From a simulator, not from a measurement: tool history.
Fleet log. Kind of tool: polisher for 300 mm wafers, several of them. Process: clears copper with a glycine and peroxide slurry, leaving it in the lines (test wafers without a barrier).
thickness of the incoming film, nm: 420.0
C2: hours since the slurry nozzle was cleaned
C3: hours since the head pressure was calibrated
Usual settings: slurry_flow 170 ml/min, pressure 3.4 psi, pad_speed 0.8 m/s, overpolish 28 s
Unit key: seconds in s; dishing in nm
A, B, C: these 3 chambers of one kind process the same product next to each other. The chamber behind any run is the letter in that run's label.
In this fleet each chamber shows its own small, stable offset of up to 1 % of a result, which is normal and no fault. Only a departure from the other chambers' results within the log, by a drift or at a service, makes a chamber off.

run 1B hour=7.2 | slurry_flow=170 pressure=3.4 pad_speed=0.8 overpolish=28 | wafers_polished_on_this_pad=509 C2=298.4 C3=237 | seconds=86.123 dishing=86.378
run 2A hour=17 | slurry_flow=170 pressure=3.4 pad_speed=0.8 overpolish=28 | wafers_polished_on_this_pad=842 C2=374.9 C3=123.9 | seconds=87.423 dishing=85.869
-- hour=24.2 chamber B: worn pad replaced by a new one
run 3C hour=24.5 | slurry_flow=170 pressure=3.4 pad_speed=0.8 overpolish=28 | wafers_polished_on_this_pad=550 C2=32.1 C3=920.5 | seconds=86.904 dishing=85.578
run 4B hour=33.7 | slurry_flow=170 pressure=3.4 pad_speed=0.8 overpolish=28 | wafers_polished_on_this_pad=105 C2=324.9 C3=263.5 | seconds=87.754 dishing=84.838
-- hour=34.1 chamber A: worn pad replaced by a new one
run 5A hour=40.3 | slurry_flow=170 pressure=3.4 pad_speed=0.8 overpolish=28 | wafers_polished_on_this_pad=69 C2=398.2 C3=147.2 | seconds=86.522 dishing=84.55
run 6C hour=49 | slurry_flow=170 pressure=3.4 pad_speed=0.8 overpolish=28 | wafers_polished_on_this_pad=820 C2=56.6 C3=945 | seconds=87.333 dishing=88.187
run 7C hour=55.6 | slurry_flow=170 pressure=3.4 pad_speed=0.8 overpolish=28 | wafers_polished_on_this_pad=893 C2=63.2 C3=951.6 | seconds=87.094 dishing=87.096
-- hour=58 chamber C: head pressure recalibrated
-- hour=63.1 chamber C: worn pad replaced by a new one
run 8A hour=67.1 | slurry_flow=170 pressure=3.4 pad_speed=0.8 overpolish=28 | wafers_polished_on_this_pad=364 C2=425 C3=174 | seconds=86.538 dishing=86.413
run 9B hour=75.7 | slurry_flow=170 pressure=3.4 pad_speed=0.8 overpolish=28 | wafers_polished_on_this_pad=568 C2=366.9 C3=305.5 | seconds=86.223 dishing=86.577
run 10B hour=81.4 | slurry_flow=170 pressure=3.4 pad_speed=0.8 overpolish=28 | wafers_polished_on_this_pad=631 C2=372.6 C3=311.2 | seconds=86.593 dishing=85.692
-- hour=84 chamber B: worn pad replaced by a new one
run 11A hour=88.8 | slurry_flow=170 pressure=3.4 pad_speed=0.8 overpolish=28 | wafers_polished_on_this_pad=603 C2=446.7 C3=195.7 | seconds=87.881 dishing=86.384
run 12C hour=98.8 | slurry_flow=170 pressure=3.4 pad_speed=0.8 overpolish=28 | wafers_polished_on_this_pad=393 C2=106.4 C3=40.9 | seconds=84.862 dishing=86.883
run 13B hour=104.9 | slurry_flow=170 pressure=3.4 pad_speed=0.8 overpolish=28 | wafers_polished_on_this_pad=230 C2=396.1 C3=334.7 | seconds=86.386 dishing=86.432
-- hour=110.2 chamber A: worn pad replaced by a new one
run 14A hour=116.4 | slurry_flow=170 pressure=2.3 pad_speed=0.8 overpolish=19 | wafers_polished_on_this_pad=69 C2=474.3 C3=223.3 | seconds=121.15 dishing=45.894
run 15C hour=126.3 | slurry_flow=170 pressure=2.3 pad_speed=0.8 overpolish=19 | wafers_polished_on_this_pad=696 C2=133.9 C3=68.4 | seconds=120.15 dishing=47.124
run 16B hour=131.8 | slurry_flow=170 pressure=2.3 pad_speed=0.8 overpolish=19 | wafers_polished_on_this_pad=527 C2=423 C3=361.6 | seconds=117.12 dishing=46.48
-- hour=137.8 chamber C: worn pad replaced by a new one
run 17A hour=139.6 | slurry_flow=170 pressure=3.4 pad_speed=0.8 overpolish=28 | wafers_polished_on_this_pad=324 C2=497.5 C3=246.5 | seconds=91.665 dishing=82.948
run 18C hour=151.1 | slurry_flow=170 pressure=3.4 pad_speed=0.8 overpolish=28 | wafers_polished_on_this_pad=146 C2=158.7 C3=93.2 | seconds=85.23 dishing=85.898
-- hour=155.4 chamber B: worn pad replaced by a new one
run 19A hour=158.2 | slurry_flow=170 pressure=3.4 pad_speed=0.8 overpolish=28 | wafers_polished_on_this_pad=529 C2=516.1 C3=265.1 | seconds=93.107 dishing=81.301
run 20C hour=164.7 | slurry_flow=170 pressure=2.6 pad_speed=0.98 overpolish=28 | wafers_polished_on_this_pad=296 C2=172.3 C3=106.8 | seconds=90.836 dishing=80.808
-- hour=172.4 chamber B: slurry nozzle cleaned
run 21B hour=174.4 | slurry_flow=170 pressure=2.6 pad_speed=0.98 overpolish=28 | wafers_polished_on_this_pad=210 C2=2 C3=404.2 | seconds=91.19 dishing=79.624
run 22B hour=179.5 | slurry_flow=170 pressure=2.6 pad_speed=0.98 overpolish=28 | wafers_polished_on_this_pad=266 C2=7.1 C3=409.3 | seconds=90.337 dishing=81.272
run 23A hour=186 | slurry_flow=170 pressure=3.4 pad_speed=0.8 overpolish=28 | wafers_polished_on_this_pad=836 C2=543.9 C3=292.9 | seconds=96.071 dishing=80.607

All chambers now run identical settings, listed one chamber a line with results as question marks. What results will each chamber show?
run 24A hour=194.4 | slurry_flow=170 pressure=3.4 pad_speed=0.8 overpolish=28 | seconds=? dishing=?
run 24B hour=194.4 | slurry_flow=170 pressure=3.4 pad_speed=0.8 overpolish=28 | seconds=? dishing=?
run 24C hour=194.4 | slurry_flow=170 pressure=3.4 pad_speed=0.8 overpolish=28 | seconds=? dishing=?

run=24A seconds=96.77 dishing=78.975
run=24B seconds=86.276 dishing=86.662
run=24C seconds=86.106 dishing=84.455
